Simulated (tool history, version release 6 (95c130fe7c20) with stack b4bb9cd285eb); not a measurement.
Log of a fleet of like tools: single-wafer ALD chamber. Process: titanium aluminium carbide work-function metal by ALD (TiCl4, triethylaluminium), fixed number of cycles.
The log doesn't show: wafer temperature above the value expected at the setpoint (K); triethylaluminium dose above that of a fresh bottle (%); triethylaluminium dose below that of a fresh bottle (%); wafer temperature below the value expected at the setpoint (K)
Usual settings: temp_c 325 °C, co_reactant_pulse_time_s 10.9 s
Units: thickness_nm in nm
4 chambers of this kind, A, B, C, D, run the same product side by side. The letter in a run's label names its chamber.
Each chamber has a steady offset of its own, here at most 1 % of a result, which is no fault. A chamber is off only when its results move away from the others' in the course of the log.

run,hour,temp_c,co_reactant_pulse_time_s,hours since the last thermocouple change,hours since the last triethylaluminium bottle change,"read-back reference wafer on the same gauge, thickness_nm",thickness_nm
1D,4.5,325,10.9,226.7,1536,2.2996,2.2474
2C,9.6,325,10.9,913.3,986.1,2.2997,2.2584
3A,14.9,325,10.9,2720.9,964.1,2.2994,2.2162
4B,22.5,325,10.9,1770.1,53.6,2.3007,2.2253
5A,29.9,325,10.9,2735.9,979.1,2.3007,2.2274
6B,34.7,325,10.9,1782.3,65.8,2.3005,2.2301
7D,41.3,325,10.9,263.5,1572.8,2.2986,2.2361
8C,49.7,325,10.9,953.4,1026.2,2.3008,2.2576
9A,56.2,325,10.9,2762.2,1005.4,2.301,2.2288
10C,65.2,325,10.9,968.9,1041.7,2.3006,2.2531
# hour 73.5: chamber A: thermocouple changed; heater temperature recalibrated
11D,73.9,325,10.9,296.1,1605.4,2.2999,2.2509
12B,79.1,325,10.9,1826.7,110.2,2.2991,2.2214
13B,86.3,325,10.9,1833.9,117.4,2.3001,2.2328
14D,90.3,325,10.9,312.5,1621.8,2.2998,2.2369
15C,97.3,325,10.9,1001,1073.8,2.2984,2.2531
16A,106.5,325,10.9,33,1055.7,2.2997,2.2301
17B,113.8,325,14.6,1861.4,144.9,2.3005,2.2642
18A,118.9,325,14.6,45.4,1068.1,2.3004,2.2662
19D,123.4,325,14.6,345.6,1654.9,2.3004,2.2847
20C,128.2,325,14.6,1031.9,1104.7,2.3003,2.2976
21A,137,325,10.9,63.5,1086.2,2.3,2.2158
22C,146.1,325,10.9,1049.8,1122.6,2.3008,2.2525
23D,151.5,325,10.9,373.7,1683,2.2995,2.2416
24B,158.2,325,10.9,1905.8,189.3,2.2999,2.2299
25C,164.9,313,10.9,1068.6,1141.4,2.2994,2.1435
26A,169.4,313,10.9,95.9,1118.6,2.2995,2.117
27D,177.4,313,10.9,399.6,1708.9,2.2984,2.142
28B,182,313,10.9,1929.6,213.1,2.3007,2.1187
29A,189.9,325,9.09,116.4,1139.1,2.3,2.1774
30D,196.3,325,9.09,418.5,1727.8,2.3003,2.1956
31B,201.2,325,9.09,1948.8,232.3,2.2997,2.1761
32C,210.5,325,9.09,1114.2,1187,2.299,2.2056
33D,215,329,12.35,437.2,1746.5,2.2983,2.2933
34C,223.4,329,12.35,1127.1,1199.9,2.3,2.3103
35A,228.2,329,12.35,154.7,1177.4,2.3002,2.2777
36B,236,329,12.35,1983.6,267.1,2.3002,2.2857
37B,243.3,325,10.9,1990.9,274.4,2.2998,2.2165
38C,248.2,325,10.9,1151.9,1224.7,2.3006,2.2637
39D,254.5,338,7.5,476.7,1786,2.2999,2.2376
40A,259.4,338,7.5,185.9,1208.6,2.2995,2.2121
41D,268.5,338,7.5,490.7,1800,2.3002,2.226
42C,274.1,338,7.5,1177.8,1250.6,2.2991,2.2308
43B,279.6,325,8.43,2027.2,310.7,2.2992,2.1566
44A,285,325,8.43,211.5,1234.2,2.2998,2.157

What goes on in this fleet: one chamber off, a drifting gauge, or nothing beyond the chambers' own small offsets? Name the chamber and the cause, if any.

No chamber stands off beyond its own small offset, and the gauge holds steady.
